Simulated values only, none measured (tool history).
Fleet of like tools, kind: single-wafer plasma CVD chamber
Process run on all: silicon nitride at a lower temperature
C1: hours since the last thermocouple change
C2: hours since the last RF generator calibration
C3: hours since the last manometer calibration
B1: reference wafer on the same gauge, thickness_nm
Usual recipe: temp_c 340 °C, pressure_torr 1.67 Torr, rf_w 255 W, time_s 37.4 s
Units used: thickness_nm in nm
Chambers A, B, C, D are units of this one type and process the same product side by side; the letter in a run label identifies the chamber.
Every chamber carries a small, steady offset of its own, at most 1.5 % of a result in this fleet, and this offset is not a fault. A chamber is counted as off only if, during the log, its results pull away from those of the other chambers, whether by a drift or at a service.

Run 1C, hour 3.6: usual settings; C1 1579.7; C2 1276.4; C3 1990.4; B1 44.796. Result: thickness_nm 40.144 nm.
Run 2B, hour 5.9: usual settings; C1 2287.4; C2 1232.4; C3 1628.1; B1 44.825. Result: thickness_nm 39.523 nm.
Run 3A, hour 9.3: usual settings; C1 1276.7; C2 783.5; C3 1599.9; B1 44.781. Result: thickness_nm 40.26 nm.
Run 4D, hour 11.6: usual settings; C1 173.9; C2 1100.3; C3 181.3; B1 44.795. Result: thickness_nm 39.401 nm.
Run 5C, hour 16.2: usual settings; C1 1592.3; C2 1289; C3 2003; B1 44.803. Result: thickness_nm 40.149 nm.
Run 6A, hour 20.2: usual settings; C1 1287.6; C2 794.4; C3 1610.8; B1 44.778. Result: thickness_nm 40.371 nm.
Run 7D, hour 22.7: usual settings; C1 185; C2 1111.4; C3 192.4; B1 44.764. Result: thickness_nm 39.517 nm.
Run 8B, hour 25.2: usual settings; C1 2306.7; C2 1251.7; C3 1647.4; B1 44.794. Result: thickness_nm 39.707 nm.
Run 9C, hour 28.1: usual settings; C1 1604.2; C2 1300.9; C3 2014.9; B1 44.778. Result: thickness_nm 40.079 nm.
Run 10A, hour 31.3: usual settings; C1 1298.7; C2 805.5; C3 1621.9; B1 44.785. Result: thickness_nm 40.171 nm.
Run 11B, hour 34.5: usual settings; C1 2316; C2 1261; C3 1656.7; B1 44.811. Result: thickness_nm 39.61 nm.
Run 12D, hour 37.1: usual settings; C1 199.4; C2 1125.8; C3 206.8; B1 44.807. Result: thickness_nm 39.632 nm.
Run 13A, hour 41.6: usual settings; C1 1309; C2 815.8; C3 1632.2; B1 44.813. Result: thickness_nm 40.155 nm.
Run 14B, hour 46.1: usual settings; C1 2327.6; C2 1272.6; C3 1668.3; B1 44.778. Result: thickness_nm 39.599 nm.
Run 15D, hour 48.4: usual settings; C1 210.7; C2 1137.1; C3 218.1; B1 44.816. Result: thickness_nm 39.475 nm.
Run 16C, hour 50.9: usual settings; C1 1627; C2 1323.7; C3 2037.7; B1 44.837. Result: thickness_nm 40.055 nm.
Run 17B, hour 55.3: usual settings; C1 2336.8; C2 1281.8; C3 1677.5; B1 44.792. Result: thickness_nm 39.64 nm.
Run 18C, hour 57.7: usual settings; C1 1633.8; C2 1330.5; C3 2044.5; B1 44.805. Result: thickness_nm 40.226 nm.
Run 19A, hour 60.9: usual settings; C1 1328.3; C2 835.1; C3 1651.5; B1 44.792. Result: thickness_nm 40.227 nm.
Run 20D, hour 63.5: usual settings; C1 225.8; C2 1152.2; C3 233.2; B1 44.765. Result: thickness_nm 39.518 nm.
Run 21A, hour 65.8: usual settings; C1 1333.2; C2 840; C3 1656.4; B1 44.81. Result: thickness_nm 40.418 nm.
Run 22B, hour 70.3: usual settings; C1 2351.8; C2 1296.8; C3 1692.5; B1 44.812. Result: thickness_nm 39.652 nm.
Run 23D, hour 73.6: usual settings; C1 235.9; C2 1162.3; C3 243.3; B1 44.791. Result: thickness_nm 39.699 nm.
Run 24C, hour 78.6: usual settings; C1 1654.7; C2 1351.4; C3 2065.4; B1 44.837. Result: thickness_nm 40.067 nm.
Run 25D, hour 81.5: usual settings; C1 243.8; C2 1170.2; C3 251.2; B1 44.818. Result: thickness_nm 39.615 nm.
Run 26A, hour 86.3: usual settings; C1 1353.7; C2 860.5; C3 1676.9; B1 44.794. Result: thickness_nm 40.487 nm.
Run 27C, hour 89: usual settings but temp_c 334 °C, time_s 43.4 s; C1 1665.1; C2 1361.8; C3 2075.8; B1 44.792. Result: thickness_nm 46.477 nm.
Run 28B, hour 91.8: usual settings but temp_c 334 °C, time_s 43.4 s; C1 2373.3; C2 1318.3; C3 1714; B1 44.8. Result: thickness_nm 46.145 nm.

Predict what each chamber gives when all 4 of them run the settings below next.
Run 29A, hour 95.5: usual settings but time_s 40.1 s. Result: thickness_nm ?.
Run 29B, hour 95.5: usual settings but time_s 40.1 s. Result: thickness_nm ?.
Run 29C, hour 95.5: usual settings but time_s 40.1 s. Result: thickness_nm ?.
Run 29D, hour 95.5: usual settings but time_s 40.1 s. Result: thickness_nm ?.

run  thickness_nm
29A         43.16
29B        42.479
29C        43.156
29D         42.25

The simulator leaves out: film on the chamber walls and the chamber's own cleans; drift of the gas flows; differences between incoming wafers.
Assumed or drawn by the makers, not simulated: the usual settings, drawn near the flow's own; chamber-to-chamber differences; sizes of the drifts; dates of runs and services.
